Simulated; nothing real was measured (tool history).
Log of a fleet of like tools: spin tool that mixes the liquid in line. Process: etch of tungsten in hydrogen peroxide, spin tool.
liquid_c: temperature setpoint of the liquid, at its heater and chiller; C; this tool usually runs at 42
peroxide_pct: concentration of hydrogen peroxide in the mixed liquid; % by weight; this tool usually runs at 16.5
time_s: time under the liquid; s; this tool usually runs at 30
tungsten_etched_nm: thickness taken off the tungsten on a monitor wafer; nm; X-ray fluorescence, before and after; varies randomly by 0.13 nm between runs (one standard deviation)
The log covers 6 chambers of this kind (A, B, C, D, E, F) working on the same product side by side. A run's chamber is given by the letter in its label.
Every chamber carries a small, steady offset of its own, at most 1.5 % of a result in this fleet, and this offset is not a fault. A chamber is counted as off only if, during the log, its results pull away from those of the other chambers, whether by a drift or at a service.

run,hour,liquid_c,peroxide_pct,time_s,hours since the thermometer was replaced,hours since the peroxide flow meter was replaced,hours since the heated supply line was repaired,hours since the drum of peroxide was connected,"read-back film thickness of the tungsten reference wafer, read on the same gauge (nm)",tungsten_etched_nm
# hour 4.5: chamber F: new drum of peroxide connected
1F,11.1,42,16.5,30,120.9,1575.1,2057.1,6.7,79.963,29.564
2D,22.8,42,16.5,30,481.3,1928.4,2868.3,214,79.991,29.419
3E,34,42,16.5,30,1590.1,734.7,1486.6,141.8,79.988,29.2
4B,40.7,42,16.5,30,2326.5,673.8,204,582.6,79.98,29.785
5A,51.3,42,16.5,30,1950.5,900.2,2293.6,986.1,79.98,29.377
# hour 57.8: chamber C: thermometer replaced
6C,59.7,42,16.5,30,2,1178.8,1416.6,336.7,80.047,29.608
7D,73.3,42,16.5,30,531.8,1978.9,2918.8,264.5,79.974,29.456
8C,82.3,42,16.5,30,24.6,1201.4,1439.2,359.3,80.054,29.399
9E,91.4,42,16.5,30,1647.5,792.1,1544,199.2,80.001,29.86
10B,97.4,42,16.5,30,2383.2,730.5,260.7,639.3,79.981,30.005
11F,105.8,42,16.5,30,215.6,1669.8,2151.8,101.4,80.014,29.03
12A,112.5,42,16.5,30,2011.7,961.4,2354.8,1047.3,79.956,29.435
13F,124.1,42,16.5,30,233.9,1688.1,2170.1,119.7,79.992,29.101
14C,133.8,42,16.5,30,76.1,1252.9,1490.7,410.8,79.999,29.387
15E,140.7,42,16.5,30,1696.8,841.4,1593.3,248.5,80.034,29.486
16A,151.6,42,16.5,30,2050.8,1000.5,2393.9,1086.4,80.015,29.311
# hour 163.9: chamber D: heated supply line repaired
17D,164.3,42,16.5,30,622.8,2069.9,0.4,355.5,79.981,29.561
# hour 168: chamber B: peroxide flow meter replaced
18B,176.9,42,16.5,30,2462.7,9,340.2,718.8,79.982,30.03
19B,185.7,42,16.5,30,2471.5,17.8,349,727.6,80.04,29.841
20E,196.4,42,16.5,30,1752.5,897.1,1649,304.2,79.98,29.72
# hour 200.7: chamber A: peroxide flow meter replaced
21F,202.5,42,16.5,30,312.3,1766.5,2248.5,198.1,79.997,29.219
22C,215.2,42,16.5,30,157.5,1334.3,1572.1,492.2,79.983,29.44
23D,228,42,16.5,30,686.5,2133.6,64.1,419.2,79.96,29.538
24A,241.1,42,16.5,30,2140.3,40.5,2483.4,1175.9,80.009,29.137
25F,253.5,42,16.5,30,363.3,1817.5,2299.5,249.1,80.03,29.101
# hour 256.8: chamber D: thermometer replaced
26B,263.3,42,16.5,30,2549.1,95.4,426.6,805.2,79.917,29.807
27C,270.8,33,19,30,213.1,1389.9,1627.7,547.8,80.01,17.408
28D,282.4,33,19,30,25.7,2188,118.5,473.6,80.051,17.443
29A,289.6,33,19,30,2188.8,89,2531.9,1224.4,80.011,17.468
30E,297.5,33,19,30,1853.6,998.2,1750.1,405.3,79.966,17.89
31E,311.1,33,19,30,1867.2,1011.8,1763.7,418.9,79.951,18.073
32A,318.4,33,19,30,2217.6,117.8,2560.7,1253.2,79.979,17.648
33F,327.9,42,16.5,30,437.7,1891.9,2373.9,323.5,80.026,29.235
34B,334.3,42,16.5,30,2620.1,166.4,497.6,876.2,79.996,29.675
# hour 345.4: chamber F: peroxide flow meter replaced
35C,346.1,42,16.5,30,288.4,1465.2,1703,623.1,80.061,29.665
36D,352,42,16.5,30,95.3,2257.6,188.1,543.2,80.025,29.545
37A,358.6,42,16.5,30,2257.8,158,2600.9,1293.4,80,29.262
38F,371.1,42,16.5,30,480.9,25.8,2417.1,366.7,79.998,29.238
39C,383.3,42,16.5,30,325.6,1502.4,1740.2,660.3,80.011,29.49
40E,389.9,42,16.5,30,1946,1090.6,1842.5,497.7,79.962,30.255

For the next run the whole fleet of 6 chambers uses the same settings. Give each chamber's results:
41A,399.6,42,16.5,30,,,,,,?
41B,399.6,42,16.5,30,,,,,,?
41C,399.6,42,16.5,30,,,,,,?
41D,399.6,42,16.5,30,,,,,,?
41E,399.6,42,16.5,30,,,,,,?
41F,399.6,42,16.5,30,,,,,,?

run,tungsten_etched_nm
41A,29.462
41B,29.865
41C,29.687
41D,29.737
41E,30.573
41F,29.175
